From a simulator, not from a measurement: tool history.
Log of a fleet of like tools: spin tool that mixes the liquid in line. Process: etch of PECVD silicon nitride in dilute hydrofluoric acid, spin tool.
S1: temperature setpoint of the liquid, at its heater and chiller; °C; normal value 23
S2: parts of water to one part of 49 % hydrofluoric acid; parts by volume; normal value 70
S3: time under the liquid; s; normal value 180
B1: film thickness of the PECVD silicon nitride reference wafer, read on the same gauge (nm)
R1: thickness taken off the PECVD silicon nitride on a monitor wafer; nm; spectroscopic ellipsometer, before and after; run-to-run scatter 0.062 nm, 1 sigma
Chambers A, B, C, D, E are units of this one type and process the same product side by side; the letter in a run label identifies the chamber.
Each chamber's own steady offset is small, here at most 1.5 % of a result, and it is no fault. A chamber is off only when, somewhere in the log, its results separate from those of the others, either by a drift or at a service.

{"run": "1E", "hour": 6.6, "S1": 23, "S2": 70, "S3": 180, "B1": 99.99, "R1": 9.4537}
{"run": "2A", "hour": 12.1, "S1": 23, "S2": 70, "S3": 180, "B1": 100.02, "R1": 9.6941}
{"run": "3C", "hour": 19.7, "S1": 23, "S2": 70, "S3": 180, "B1": 100.0, "R1": 9.6655}
{"run": "4B", "hour": 28.8, "S1": 23, "S2": 70, "S3": 180, "B1": 100.02, "R1": 9.5459}
{"run": "5D", "hour": 33.2, "S1": 23, "S2": 70, "S3": 180, "B1": 99.993, "R1": 9.6591}
{"run": "6C", "hour": 40.4, "S1": 23, "S2": 70, "S3": 180, "B1": 99.977, "R1": 9.7053}
{"run": "7A", "hour": 49.6, "S1": 23, "S2": 70, "S3": 180, "B1": 99.995, "R1": 9.7295}
{"run": "8E", "hour": 57.1, "S1": 23, "S2": 70, "S3": 180, "B1": 99.98, "R1": 9.5925}
{"run": "9D", "hour": 67.2, "S1": 23, "S2": 70, "S3": 180, "B1": 100.01, "R1": 9.559}
{"run": "10B", "hour": 72.3, "S1": 23, "S2": 70, "S3": 180, "B1": 100.01, "R1": 9.4221}
{"run": "11D", "hour": 82.3, "S1": 23, "S2": 70, "S3": 180, "B1": 99.978, "R1": 9.7811}
{"run": "12B", "hour": 91.7, "S1": 23, "S2": 70, "S3": 180, "B1": 100.0, "R1": 9.6278}
{"run": "13A", "hour": 99.2, "S1": 23, "S2": 70, "S3": 235, "B1": 99.997, "R1": 12.515}
{"run": "14E", "hour": 105.5, "S1": 23, "S2": 70, "S3": 235, "B1": 100.0, "R1": 12.607}
{"run": "15C", "hour": 112.8, "S1": 23, "S2": 70, "S3": 235, "B1": 100.02, "R1": 12.576}
{"run": "16B", "hour": 121.1, "S1": 23, "S2": 70, "S3": 235, "B1": 100.01, "R1": 12.531}
{"run": "17A", "hour": 125.8, "S1": 23, "S2": 70, "S3": 235, "B1": 99.985, "R1": 12.671}
{"run": "18D", "hour": 132.9, "S1": 23, "S2": 70, "S3": 180, "B1": 99.989, "R1": 9.5546}
{"run": "19C", "hour": 141.3, "S1": 23, "S2": 70, "S3": 180, "B1": 99.999, "R1": 9.6059}
{"run": "20E", "hour": 146.8, "S1": 23, "S2": 95, "S3": 180, "B1": 100.02, "R1": 7.2166}
{"run": "21A", "hour": 151.2, "S1": 23, "S2": 95, "S3": 180, "B1": 99.993, "R1": 7.1969}
{"run": "22C", "hour": 160.9, "S1": 23, "S2": 95, "S3": 180, "B1": 99.991, "R1": 7.1576}
{"run": "23E", "hour": 166.5, "S1": 23, "S2": 95, "S3": 180, "B1": 100.03, "R1": 7.3378}
{"run": "24B", "hour": 170.8, "S1": 23, "S2": 95, "S3": 180, "B1": 99.999, "R1": 7.0354}
{"run": "25D", "hour": 178.4, "S1": 23, "S2": 70, "S3": 180, "B1": 99.986, "R1": 9.7582}
{"run": "26D", "hour": 187.2, "S1": 23, "S2": 70, "S3": 180, "B1": 100.02, "R1": 9.6397}
{"run": "27A", "hour": 195.3, "S1": 23, "S2": 70, "S3": 180, "B1": 100.02, "R1": 9.6508}
{"run": "28E", "hour": 202.9, "S1": 23, "S2": 70, "S3": 180, "B1": 100.01, "R1": 9.9407}
{"hour": 206.2, "done": "chamber D: hydrofluoric acid flow meter replaced"}
{"run": "29B", "hour": 208.0, "S1": 23, "S2": 70, "S3": 180, "B1": 99.989, "R1": 9.5939}
{"run": "30C", "hour": 215.6, "S1": 23, "S2": 70, "S3": 180, "B1": 99.998, "R1": 9.7515}
{"run": "31A", "hour": 224.1, "S1": 23, "S2": 70, "S3": 180, "B1": 100.02, "R1": 9.6837}
{"run": "32E", "hour": 229.9, "S1": 23, "S2": 70, "S3": 180, "B1": 99.995, "R1": 10.235}
{"run": "33C", "hour": 234.5, "S1": 23, "S2": 70, "S3": 180, "B1": 100.02, "R1": 9.7386}
{"run": "34D", "hour": 244.2, "S1": 23, "S2": 70, "S3": 180, "B1": 99.993, "R1": 9.675}
{"run": "35B", "hour": 252.3, "S1": 23, "S2": 70, "S3": 180, "B1": 100.01, "R1": 9.579}
{"run": "36A", "hour": 260.1, "S1": 23, "S2": 70, "S3": 180, "B1": 100.01, "R1": 9.6312}
{"run": "37E", "hour": 269.5, "S1": 23, "S2": 70, "S3": 180, "B1": 99.964, "R1": 10.469}
{"run": "38B", "hour": 276.9, "S1": 23, "S2": 70, "S3": 180, "B1": 99.999, "R1": 9.4388}
{"run": "39D", "hour": 283.4, "S1": 23, "S2": 70, "S3": 180, "B1": 99.985, "R1": 9.7491}

All 5 chambers run these settings next. Forecast each chamber's results:
{"run": "40A", "hour": 290.6, "S1": 23, "S2": 70, "S3": 270, "R1": "?"}
{"run": "40B", "hour": 290.6, "S1": 23, "S2": 70, "S3": 270, "R1": "?"}
{"run": "40C", "hour": 290.6, "S1": 23, "S2": 70, "S3": 270, "R1": "?"}
{"run": "40D", "hour": 290.6, "S1": 23, "S2": 70, "S3": 270, "R1": "?"}
{"run": "40E", "hour": 290.6, "S1": 23, "S2": 70, "S3": 270, "R1": "?"}

run=40A R1=14.5680
run=40B R1=14.2730
run=40C R1=14.2810
run=40D R1=14.4710
run=40E R1=15.8330
